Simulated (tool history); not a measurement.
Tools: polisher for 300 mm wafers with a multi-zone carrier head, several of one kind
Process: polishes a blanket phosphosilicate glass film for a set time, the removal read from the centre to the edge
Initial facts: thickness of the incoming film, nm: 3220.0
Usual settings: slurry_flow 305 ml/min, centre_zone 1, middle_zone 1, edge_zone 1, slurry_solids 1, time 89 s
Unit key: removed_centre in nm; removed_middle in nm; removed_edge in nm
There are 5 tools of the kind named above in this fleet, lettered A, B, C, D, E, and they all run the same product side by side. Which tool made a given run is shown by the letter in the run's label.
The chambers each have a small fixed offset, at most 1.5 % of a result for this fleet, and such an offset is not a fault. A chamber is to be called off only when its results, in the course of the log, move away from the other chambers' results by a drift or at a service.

run	day	slurry_flow	centre_zone	middle_zone	edge_zone	slurry_solids	time	wafers polished on this pad	hours since the slurry nozzle was cleaned	hours since the centre zone pressure was calibrated	hours since the edge zone pressure was calibrated	removed_centre	removed_middle	removed_edge
# day 0.058: chamber B: centre zone pressure recalibrated
# day 0.367: chamber D: worn pad replaced by a new one
# day 0.367: chamber E: worn pad replaced by a new one
1B	0.417	305	1	1	1	1	89	630	177.7	8.6	203.8	744.88	732.42	737.55
# day 0.45: chamber B: worn pad replaced by a new one
2C	0.862	305	1	1	1	1	89	482	153.8	1089.3	1072.1	750.8	769.35	755.46
3D	1.133	305	1	1	1	1	89	172	359.1	763.5	50.9	740.1	766.54	751.28
4A	1.517	305	1	1	1	1	89	825	286.9	313.3	377.6	759.95	720.84	736.33
# day 1.596: chamber A: worn pad replaced by a new one
5E	2.004	305	1	1	1	1	89	369	88.9	156.2	677.8	753.46	738.12	755.38
6C	2.488	305	1	1	1	1	89	847	192.8	1128.3	1111.1	730.51	757.12	747.48
# day 2.767: chamber C: worn pad replaced by a new one
7D	2.875	305	1	1	1	1	89	564	400.9	805.3	92.7	739.03	755.24	754.6
# day 3.054: chamber C: slurry nozzle cleaned
# day 3.325: chamber B: worn pad replaced by a new one
8E	3.438	305	1	1	1	1	89	691	123.3	190.6	712.2	768.93	759.85	758.64
# day 3.846: chamber D: slurry nozzle cleaned
9A	3.892	305	1	1	1	1	89	517	343.9	370.3	434.6	760.03	743.03	745.98
# day 4.088: chamber D: worn pad replaced by a new one
# day 4.296: chamber E: worn pad replaced by a new one
10B	4.362	305	1	1	1	1	89	234	272.4	103.3	298.5	754.2	738.05	748.17
11A	4.829	305	1	1	1	0.8	89	727	366.4	392.8	457.1	688.48	664.63	663.11
# day 4.904: chamber A: worn pad replaced by a new one
12C	5.325	305	1	1	1	0.8	89	576	54.5	1196.4	1179.2	666.75	650.03	662.27
13D	5.679	305	1	1	1	0.8	89	358	44	872.6	160	669.91	669.97	666.7
14B	6.154	305	1	1	1	0.8	89	637	315.4	146.3	341.5	655.85	656.22	672.36
# day 6.308: chamber B: worn pad replaced by a new one
15E	6.721	305	1	1	1	0.8	89	546	202.1	269.4	791	676.57	678.75	674.35
# day 6.875: chamber C: worn pad replaced by a new one
# day 6.9: chamber A: centre zone pressure recalibrated
16B	7.233	305	1	1	1	1	89	208	341.3	172.2	367.4	719.42	742.15	746.87
# day 7.662: chamber D: worn pad replaced by a new one
17D	7.692	215	1	1	1	1.1	89	7	92.3	920.9	208.3	767.82	755.1	765.47
# day 7.958: chamber A: worn pad replaced by a new one
18A	8.2	215	1	1	1	1.1	89	54	447.3	31.3	538	761.93	754.17	767.64
# day 8.558: chamber E: worn pad replaced by a new one
19C	8.596	215	1	1	1	1.1	89	387	133	1274.9	1257.7	738.85	761.98	767.28
20E	8.942	215	1	1	1	1.1	89	86	255.4	322.7	844.3	762.91	753.55	760.64
21C	9.271	215	1	1	1	1.1	89	539	149.2	1291.1	1273.9	750.5	759.04	760.97
# day 9.475: chamber C: centre zone pressure recalibrated
# day 9.708: chamber B: worn pad replaced by a new one
22A	9.817	305	1	1	1	1	89	418	486.1	70.1	576.8	752.03	725.36	751.42
# day 10.146: chamber C: worn pad replaced by a new one
# day 10.217: chamber E: slurry nozzle cleaned
23D	10.296	305	1	1	1	1	89	593	154.8	983.4	270.8	756.78	764.32	741.88
# day 10.512: chamber D: centre zone pressure recalibrated
# day 10.583: chamber A: edge zone pressure recalibrated
24B	10.658	305	1	1	1	1	89	213	423.5	254.4	449.6	751.28	754.32	747.14
# day 10.979: chamber A: slurry nozzle cleaned
25E	10.988	305	1	1	1	1	89	546	18.6	371.8	893.4	736.66	737.3	747.9
# day 11.154: chamber D: worn pad replaced by a new one
# day 11.183: chamber A: worn pad replaced by a new one
26C	11.333	305	1	1	1	1	89	267	198.7	44.6	1323.4	767.04	739.84	745.13
# day 11.45: chamber C: edge zone pressure recalibrated
27E	11.612	305	1	1	1	1	89	687	33.6	386.8	908.4	760.99	743.8	757.05
28A	11.875	305	1	1	1	1	89	156	21.5	119.5	31	777.82	741.51	746.39
# day 12.117: chamber B: slurry nozzle cleaned
29B	12.417	305	1	1	1	1	89	609	7.2	296.6	491.8	749.97	763.01	754.86
30D	12.758	305	1	1	1	1	89	361	213.9	54	329.9	668.49	741.05	751.84
31B	13.017	305	1	1	1	1	89	744	21.6	311	506.2	760.19	759.42	759.58
# day 13.217: chamber B: worn pad replaced by a new one
32C	13.433	305	1	1	1	1	89	740	249.1	95	47.6	761.82	753.75	749.67
# day 13.508: chamber E: worn pad replaced by a new one
# day 13.612: chamber C: slurry nozzle cleaned
# day 13.821: chamber C: worn pad replaced by a new one
33D	13.95	305	1	1	1	1	89	629	242.5	82.6	358.5	666.76	776.99	763.4
# day 14.117: chamber D: worn pad replaced by a new one
34A	14.262	305	1	1	1	1	89	693	78.8	176.8	88.3	761.75	779.83	747.79
35E	14.7	305	1	1	1	1	89	268	107.7	460.9	982.5	738.7	738.05	743.05
# day 14.721: chamber A: worn pad replaced by a new one
36C	15.129	305	1	1	1	1	89	294	36.4	135.7	88.3	755.69	733.63	750.23
37B	15.583	305	1	1	1	1	89	533	83.2	372.6	567.8	747.61	771.01	763.28
38A	16.054	305	1	1	1	1	89	300	121.8	219.8	131.3	765.85	751.58	742.45
39D	16.346	305	1	1	1	1	89	502	300	140.1	416	653.96	740.87	760.3

Each of the 5 chambers runs these same settings next. Fill in every chamber's results:
40A	16.758	305	1	1	1	1	89					?	?	?
40B	16.758	305	1	1	1	1	89					?	?	?
40C	16.758	305	1	1	1	1	89					?	?	?
40D	16.758	305	1	1	1	1	89					?	?	?
40E	16.758	305	1	1	1	1	89					?	?	?

run	removed_centre	removed_middle	removed_edge
40A	774.09	736.95	754.13
40B	761.67	749.44	753.14
40C	753.25	755.67	760.11
40D	677.72	744.05	743.91
40E	751.1	753.54	750.58
